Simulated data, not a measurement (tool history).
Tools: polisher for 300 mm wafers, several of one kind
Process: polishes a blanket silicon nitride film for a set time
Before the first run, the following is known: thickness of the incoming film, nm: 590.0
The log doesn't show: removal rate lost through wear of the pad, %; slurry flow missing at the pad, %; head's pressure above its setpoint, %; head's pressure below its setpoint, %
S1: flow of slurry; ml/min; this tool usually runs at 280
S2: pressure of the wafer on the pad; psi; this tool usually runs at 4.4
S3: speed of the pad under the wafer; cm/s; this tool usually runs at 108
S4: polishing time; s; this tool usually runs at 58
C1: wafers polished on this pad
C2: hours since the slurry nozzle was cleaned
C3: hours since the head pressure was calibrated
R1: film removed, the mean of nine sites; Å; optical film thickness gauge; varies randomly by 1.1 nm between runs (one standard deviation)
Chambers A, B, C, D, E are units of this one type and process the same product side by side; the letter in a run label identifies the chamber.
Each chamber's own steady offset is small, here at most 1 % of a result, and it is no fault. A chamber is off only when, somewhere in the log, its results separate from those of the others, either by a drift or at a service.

{"hour": 5.1, "done": "chamber B: worn pad replaced by a new one"}
{"run": "1D", "hour": 5.4, "S1": 280, "S2": 4.4, "S3": 108, "S4": 58, "C1": 700, "C2": 468.7, "C3": 598.2, "R1": 1111.6}
{"run": "2E", "hour": 11.9, "S1": 280, "S2": 4.4, "S3": 108, "S4": 58, "C1": 496, "C2": 604.8, "C3": 421.4, "R1": 1115.3}
{"hour": 15.3, "done": "chamber C: worn pad replaced by a new one"}
{"run": "3C", "hour": 18.2, "S1": 280, "S2": 4.4, "S3": 108, "S4": 58, "C1": 20, "C2": 329.2, "C3": 960.8, "R1": 1128.3}
{"run": "4A", "hour": 22.4, "S1": 280, "S2": 4.4, "S3": 108, "S4": 58, "C1": 276, "C2": 264.3, "C3": 768.1, "R1": 1127.0}
{"run": "5B", "hour": 29.4, "S1": 280, "S2": 4.4, "S3": 108, "S4": 58, "C1": 163, "C2": 48.5, "C3": 230.7, "R1": 1102.2}
{"run": "6C", "hour": 37.4, "S1": 280, "S2": 4.4, "S3": 108, "S4": 58, "C1": 149, "C2": 348.4, "C3": 980.0, "R1": 1117.2}
{"hour": 41.8, "done": "chamber D: worn pad replaced by a new one"}
{"run": "7E", "hour": 41.9, "S1": 280, "S2": 4.4, "S3": 108, "S4": 58, "C1": 698, "C2": 634.8, "C3": 451.4, "R1": 1112.0}
{"run": "8B", "hour": 46.1, "S1": 280, "S2": 4.4, "S3": 108, "S4": 58, "C1": 275, "C2": 65.2, "C3": 247.4, "R1": 1105.4}
{"run": "9D", "hour": 54.3, "S1": 280, "S2": 4.4, "S3": 108, "S4": 58, "C1": 84, "C2": 517.6, "C3": 647.1, "R1": 1139.7}
{"hour": 56.2, "done": "chamber D: slurry nozzle cleaned"}
{"run": "10A", "hour": 58.3, "S1": 280, "S2": 4.4, "S3": 108, "S4": 58, "C1": 517, "C2": 300.2, "C3": 804.0, "R1": 1129.9}
{"hour": 60.5, "done": "chamber E: head pressure recalibrated"}
{"run": "11A", "hour": 62.1, "S1": 280, "S2": 4.4, "S3": 124, "S4": 58, "C1": 543, "C2": 304.0, "C3": 807.8, "R1": 1248.4}
{"hour": 63.7, "done": "chamber A: head pressure recalibrated"}
{"run": "12E", "hour": 70.8, "S1": 280, "S2": 4.4, "S3": 124, "S4": 58, "C1": 892, "C2": 663.7, "C3": 10.4, "R1": 1261.3}
{"hour": 73.4, "done": "chamber A: worn pad replaced by a new one"}
{"run": "13B", "hour": 76.5, "S1": 280, "S2": 4.4, "S3": 124, "S4": 58, "C1": 480, "C2": 95.6, "C3": 277.8, "R1": 1248.9}
{"run": "14D", "hour": 82.7, "S1": 280, "S2": 4.4, "S3": 124, "S4": 58, "C1": 275, "C2": 26.5, "C3": 675.5, "R1": 1265.2}
{"hour": 83.3, "done": "chamber E: worn pad replaced by a new one"}
{"run": "15C", "hour": 88.5, "S1": 280, "S2": 4.4, "S3": 124, "S4": 58, "C1": 492, "C2": 399.5, "C3": 1031.1, "R1": 1265.9}
{"run": "16A", "hour": 97.0, "S1": 280, "S2": 4.4, "S3": 108, "S4": 58, "C1": 158, "C2": 338.9, "C3": 33.3, "R1": 1135.1}
{"run": "17B", "hour": 103.0, "S1": 280, "S2": 4.4, "S3": 108, "S4": 58, "C1": 658, "C2": 122.1, "C3": 304.3, "R1": 1133.0}
{"run": "18E", "hour": 110.7, "S1": 280, "S2": 4.4, "S3": 108, "S4": 58, "C1": 184, "C2": 703.6, "C3": 50.3, "R1": 1117.1}
{"hour": 113.8, "done": "chamber B: worn pad replaced by a new one"}
{"hour": 114.5, "done": "chamber C: head pressure recalibrated"}
{"run": "19D", "hour": 118.1, "S1": 280, "S2": 4.4, "S3": 108, "S4": 58, "C1": 513, "C2": 61.9, "C3": 710.9, "R1": 1132.3}
{"run": "20C", "hour": 123.8, "S1": 280, "S2": 4.4, "S3": 108, "S4": 58, "C1": 729, "C2": 434.8, "C3": 9.3, "R1": 998.2}
{"run": "21D", "hour": 129.4, "S1": 280, "S2": 4.4, "S3": 108, "S4": 58, "C1": 589, "C2": 73.2, "C3": 722.2, "R1": 1114.6}
{"run": "22A", "hour": 134.4, "S1": 280, "S2": 4.4, "S3": 108, "S4": 58, "C1": 409, "C2": 376.3, "C3": 70.7, "R1": 1131.1}
{"hour": 140.8, "done": "chamber C: slurry nozzle cleaned"}
{"run": "23C", "hour": 141.9, "S1": 280, "S2": 4.9, "S3": 108, "S4": 73, "C1": 851, "C2": 1.2, "C3": 27.4, "R1": 1368.2}
{"hour": 148.1, "done": "chamber A: worn pad replaced by a new one"}
{"run": "24E", "hour": 149.2, "S1": 280, "S2": 4.9, "S3": 108, "S4": 73, "C1": 442, "C2": 742.1, "C3": 88.8, "R1": 1591.4}
{"run": "25B", "hour": 155.6, "S1": 280, "S2": 4.9, "S3": 108, "S4": 73, "C1": 281, "C2": 174.7, "C3": 356.9, "R1": 1561.1}
{"run": "26D", "hour": 159.5, "S1": 280, "S2": 4.9, "S3": 108, "S4": 73, "C1": 791, "C2": 103.3, "C3": 752.3, "R1": 1582.0}
{"run": "27B", "hour": 166.2, "S1": 280, "S2": 4.9, "S3": 108, "S4": 73, "C1": 352, "C2": 185.3, "C3": 367.5, "R1": 1563.7}
{"run": "28A", "hour": 170.4, "S1": 280, "S2": 5.8, "S3": 108, "S4": 43, "C1": 150, "C2": 412.3, "C3": 106.7, "R1": 1081.5}
{"run": "29C", "hour": 177.2, "S1": 280, "S2": 5.8, "S3": 108, "S4": 43, "C1": 1088, "C2": 36.5, "C3": 62.7, "R1": 958.67}
{"hour": 179.2, "done": "chamber C: worn pad replaced by a new one"}
{"run": "30E", "hour": 182.1, "S1": 280, "S2": 5.8, "S3": 108, "S4": 43, "C1": 664, "C2": 775.0, "C3": 121.7, "R1": 1090.9}
{"run": "31D", "hour": 189.3, "S1": 280, "S2": 5.8, "S3": 108, "S4": 43, "C1": 991, "C2": 133.1, "C3": 782.1, "R1": 1108.6}
{"run": "32A", "hour": 196.6, "S1": 280, "S2": 5.8, "S3": 108, "S4": 43, "C1": 326, "C2": 438.5, "C3": 132.9, "R1": 1093.2}
{"run": "33E", "hour": 200.4, "S1": 280, "S2": 4.4, "S3": 108, "S4": 58, "C1": 786, "C2": 793.3, "C3": 140.0, "R1": 1130.7}
{"run": "34C", "hour": 207.5, "S1": 280, "S2": 3.4, "S3": 108, "S4": 39, "C1": 190, "C2": 66.8, "C3": 93.0, "R1": 519.81}
{"run": "35B", "hour": 212.9, "S1": 280, "S2": 3.4, "S3": 108, "S4": 39, "C1": 666, "C2": 232.0, "C3": 414.2, "R1": 578.47}
{"hour": 215.5, "done": "chamber D: worn pad replaced by a new one"}
{"run": "36E", "hour": 218.2, "S1": 280, "S2": 3.4, "S3": 108, "S4": 39, "C1": 906, "C2": 811.1, "C3": 157.8, "R1": 578.9}
{"run": "37D", "hour": 226.1, "S1": 280, "S2": 3.4, "S3": 108, "S4": 39, "C1": 71, "C2": 169.9, "C3": 818.9, "R1": 582.75}
{"hour": 226.2, "done": "chamber B: worn pad replaced by a new one"}
{"run": "38C", "hour": 231.4, "S1": 280, "S2": 3.4, "S3": 108, "S4": 39, "C1": 351, "C2": 90.7, "C3": 116.9, "R1": 514.92}
{"hour": 236.5, "done": "chamber A: worn pad replaced by a new one"}
{"run": "39B", "hour": 239.4, "S1": 280, "S2": 4.4, "S3": 108, "S4": 58, "C1": 88, "C2": 258.5, "C3": 440.7, "R1": 1102.4}
{"run": "40A", "hour": 243.9, "S1": 280, "S2": 4.4, "S3": 108, "S4": 58, "C1": 50, "C2": 485.8, "C3": 180.2, "R1": 1118.7}

Has any chamber moved away from the others, gradually or after a service, or does the common gauge drift, or do the chambers differ only by their own small steady offsets? State the chamber and the most likely cause if one applies.

After it was serviced, chamber C no longer matches the other chambers.
Cause: head's pressure below its setpoint, % = 11.6.

Which of the 4 candidates below, each the usual settings with something changed and its results left as question marks, puts chamber C back in line with what the other chambers give on the usual settings?
To be in line, a result may differ from the other chambers' mean on the usual settings by at most: R1 39.00 Å
{"run": "41C-1", "hour": 250.1, "S1": 280, "S2": 4.3, "S3": 106, "S4": 57, "R1": "?"}
{"run": "41C-2", "hour": 250.1, "S1": 280, "S2": 4.7, "S3": 108, "S4": 58, "R1": "?"}
{"run": "41C-3", "hour": 250.1, "S1": 280, "S2": 3.9, "S3": 108, "S4": 58, "R1": "?"}
{"run": "41C-4", "hour": 250.1, "S1": 280, "S2": 4.7, "S3": 114, "S4": 58, "R1": "?"}

The other chambers' mean on the usual settings: R1 1119.70 Å
run=41C-1 R1=938.28
run=41C-2 R1=1059.50
run=41C-3 R1=879.13
run=41C-4 R1=1106.80
With 41C-4, the chamber falls back in line with the rest.
